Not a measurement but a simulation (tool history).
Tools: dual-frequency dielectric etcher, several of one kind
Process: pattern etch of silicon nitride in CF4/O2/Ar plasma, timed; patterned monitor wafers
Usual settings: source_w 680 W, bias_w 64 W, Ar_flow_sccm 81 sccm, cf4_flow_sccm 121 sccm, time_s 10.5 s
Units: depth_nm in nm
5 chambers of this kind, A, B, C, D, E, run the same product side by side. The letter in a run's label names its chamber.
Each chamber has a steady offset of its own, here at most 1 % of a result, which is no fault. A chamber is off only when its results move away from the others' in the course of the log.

run	hour	source_w	bias_w	Ar_flow_sccm	cf4_flow_sccm	time_s	read-back reference wafer on the same gauge, depth_nm	depth_nm
# hour 0.9: chamber C: CF4 flow controller replaced
1D	9.4	680	64	81	121	10.5	29.694	29.584
2B	19	680	64	81	121	10.5	29.683	29.812
3E	25.7	680	64	81	121	10.5	29.693	30.175
4A	34	680	64	81	121	10.5	29.702	29.746
5C	44.7	680	64	81	121	10.5	29.707	30.179
6A	52.7	570	64	81	121	12	29.716	29.115
7B	59.8	570	64	81	121	12	29.703	29.246
8D	70.7	570	64	81	121	12	29.679	29.186
9E	77.3	570	64	81	121	12	29.681	29.432
10C	88.3	570	64	81	121	12	29.719	29.372
11A	95.6	680	64	81	121	10.5	29.703	29.648
# hour 97: chamber B: wet clean of the chamber
# hour 98.3: chamber A: source power generator calibrated
12B	101.4	680	51	81	121	10.5	29.695	27.472
13D	111.3	680	51	81	121	10.5	29.682	27.205
14C	117.4	680	51	81	121	10.5	29.706	27.932
15E	127.8	680	51	81	121	10.5	29.736	27.755
16A	136.4	680	51	81	121	10.5	29.691	27.598
17D	148.6	680	64	81	121	10.5	29.71	29.607
18C	156.2	680	64	81	121	10.5	29.711	30.049
19B	162.8	680	64	81	121	10.5	29.685	29.79
20E	170.1	680	64	81	121	10.5	29.696	30.144
21B	179.7	680	64	81	121	10.5	29.718	29.777
# hour 183.9: chamber A: wet clean of the chamber
22E	191.5	680	64	81	121	10.5	29.709	30.058
23A	200	680	64	93	121	10.5	29.714	28.693
24D	210.9	680	64	93	121	10.5	29.705	29.119
# hour 213.6: chamber E: wet clean of the chamber
25C	221.6	680	64	93	121	10.5	29.7	29.741
26A	232.6	680	64	93	121	10.5	29.711	28.709
27B	243.7	680	64	93	121	10.5	29.721	29.315
28D	252.3	680	64	81	121	10.5	29.682	29.628
29C	262	680	64	81	121	10.5	29.725	30.173
30E	273.7	680	64	81	121	10.5	29.698	30.041
# hour 277.5: chamber B: source power generator calibrated
31A	280.5	680	64	81	121	10.5	29.677	29.351
32B	285.9	680	64	81	121	10.5	29.698	29.841
33C	297.2	680	64	81	121	10.5	29.702	30.106
34E	306.4	680	64	97	94	10.5	29.678	28.838
35D	315.8	680	64	97	94	10.5	29.715	28.236
36A	328.2	680	64	97	94	10.5	29.697	27.808

All 5 chambers run these settings next. Forecast each chamber's results:
37A	337.1	680	64	81	121	10.5		?
37B	337.1	680	64	81	121	10.5		?
37C	337.1	680	64	81	121	10.5		?
37D	337.1	680	64	81	121	10.5		?
37E	337.1	680	64	81	121	10.5		?

run	depth_nm
37A	29.161
37B	29.891
37C	30.183
37D	29.624
37E	30.208
